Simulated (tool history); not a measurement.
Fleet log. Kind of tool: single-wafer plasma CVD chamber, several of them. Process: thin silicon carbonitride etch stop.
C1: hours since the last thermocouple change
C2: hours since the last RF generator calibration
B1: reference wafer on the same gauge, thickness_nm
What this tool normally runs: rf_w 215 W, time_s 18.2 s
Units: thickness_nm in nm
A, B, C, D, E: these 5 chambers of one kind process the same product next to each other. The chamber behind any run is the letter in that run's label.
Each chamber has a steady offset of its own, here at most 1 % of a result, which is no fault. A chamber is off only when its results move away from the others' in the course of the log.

Run 1A, hour 2.4: usual settings; C1 381.2; C2 320.7; B1 11.498. Result: thickness_nm 10.674 nm.
Run 2B, hour 5.6: usual settings; C1 171.7; C2 192.7; B1 11.495. Result: thickness_nm 10.548 nm.
Run 3D, hour 9.8: usual settings; C1 562; C2 1127.4; B1 11.496. Result: thickness_nm 10.633 nm.
Run 4E, hour 13.1: usual settings; C1 109.1; C2 617.9; B1 11.491. Result: thickness_nm 10.567 nm.
Run 5C, hour 15.6: usual settings; C1 921.2; C2 648.3; B1 11.489. Result: thickness_nm 10.63 nm.
Run 6E, hour 17.6: usual settings; C1 113.6; C2 622.4; B1 11.489. Result: thickness_nm 10.56 nm.
Run 7A, hour 20.4: usual settings; C1 399.2; C2 338.7; B1 11.491. Result: thickness_nm 10.707 nm.
Run 8B, hour 24.8: usual settings; C1 190.9; C2 211.9; B1 11.483. Result: thickness_nm 10.535 nm.
Run 9D, hour 29: usual settings; C1 581.2; C2 1146.6; B1 11.482. Result: thickness_nm 10.602 nm.
Run 10C, hour 31.8: usual settings; C1 937.4; C2 664.5; B1 11.482. Result: thickness_nm 10.607 nm.
Run 11C, hour 34.7: usual settings but rf_w 230 W, time_s 14.7 s; C1 940.3; C2 667.4; B1 11.48. Result: thickness_nm 8.7303 nm.
Run 12E, hour 38.8: usual settings but rf_w 230 W, time_s 14.7 s; C1 134.8; C2 643.6; B1 11.473. Result: thickness_nm 8.6941 nm.
Run 13D, hour 41.1: usual settings but rf_w 230 W, time_s 14.7 s; C1 593.3; C2 1158.7; B1 11.471. Result: thickness_nm 8.7509 nm.
Run 14B, hour 44.2: usual settings but rf_w 230 W, time_s 14.7 s; C1 210.3; C2 231.3; B1 11.472. Result: thickness_nm 8.6622 nm.
Run 15A, hour 48.7: usual settings but rf_w 230 W, time_s 14.7 s; C1 427.5; C2 367; B1 11.473. Result: thickness_nm 8.794 nm.
Run 16D, hour 51: usual settings; C1 603.2; C2 1168.6; B1 11.469. Result: thickness_nm 10.596 nm.
Run 17C, hour 55.3: usual settings; C1 960.9; C2 688; B1 11.47. Result: thickness_nm 10.582 nm.
Run 18A, hour 59.7: usual settings but rf_w 230 W; C1 438.5; C2 378; B1 11.462. Result: thickness_nm 10.863 nm.
Run 19E, hour 63.4: usual settings but rf_w 230 W; C1 159.4; C2 668.2; B1 11.458. Result: thickness_nm 10.755 nm.
Run 20B, hour 65.7: usual settings but rf_w 230 W; C1 231.8; C2 252.8; B1 11.46. Result: thickness_nm 10.706 nm.
Run 21C, hour 69.8: usual settings but rf_w 230 W; C1 975.4; C2 702.5; B1 11.464. Result: thickness_nm 10.81 nm.
Run 22E, hour 73: usual settings but rf_w 230 W; C1 169; C2 677.8; B1 11.455. Result: thickness_nm 10.762 nm.
Run 23A, hour 77.2: usual settings but time_s 19.9 s; C1 456; C2 395.5; B1 11.458. Result: thickness_nm 11.664 nm.
Run 24B, hour 80.7: usual settings but time_s 19.9 s; C1 246.8; C2 267.8; B1 11.453. Result: thickness_nm 11.46 nm.
Run 25D, hour 84.1: usual settings but time_s 19.9 s; C1 636.3; C2 1201.7; B1 11.451. Result: thickness_nm 11.546 nm.
Run 26A, hour 87.2: usual settings but time_s 19.9 s; C1 466; C2 405.5; B1 11.451. Result: thickness_nm 11.612 nm.
Run 27B, hour 89.9: usual settings but time_s 19.9 s; C1 256; C2 277; B1 11.443. Result: thickness_nm 11.462 nm.
Run 28D, hour 92.9: usual settings but rf_w 240 W, time_s 20.9 s; C1 645.1; C2 1210.5; B1 11.445. Result: thickness_nm 12.579 nm.
Run 29C, hour 95.5: usual settings but rf_w 240 W, time_s 20.9 s; C1 1001.1; C2 728.2; B1 11.443. Result: thickness_nm 12.538 nm.
Run 30E, hour 98.1: usual settings but rf_w 240 W, time_s 20.9 s; C1 194.1; C2 702.9; B1 11.442. Result: thickness_nm 12.502 nm.
Run 31A, hour 100.7: usual settings but rf_w 240 W, time_s 20.9 s; C1 479.5; C2 419; B1 11.439. Result: thickness_nm 12.631 nm.
Run 32E, hour 103.2: usual settings but rf_w 240 W, time_s 20.9 s; C1 199.2; C2 708; B1 11.442. Result: thickness_nm 12.508 nm.
Run 33C, hour 106.1: usual settings; C1 1011.7; C2 738.8; B1 11.44. Result: thickness_nm 10.571 nm.

The same settings go to every chamber for the next run, one line per chamber below. Forecast the results for each:
Run 34A, hour 109.4: usual settings. Result: thickness_nm ?.
Run 34B, hour 109.4: usual settings. Result: thickness_nm ?.
Run 34C, hour 109.4: usual settings. Result: thickness_nm ?.
Run 34D, hour 109.4: usual settings. Result: thickness_nm ?.
Run 34E, hour 109.4: usual settings. Result: thickness_nm ?.

run  thickness_nm
34A        10.642
34B        10.478
34C        10.556
34D        10.552
34E        10.542

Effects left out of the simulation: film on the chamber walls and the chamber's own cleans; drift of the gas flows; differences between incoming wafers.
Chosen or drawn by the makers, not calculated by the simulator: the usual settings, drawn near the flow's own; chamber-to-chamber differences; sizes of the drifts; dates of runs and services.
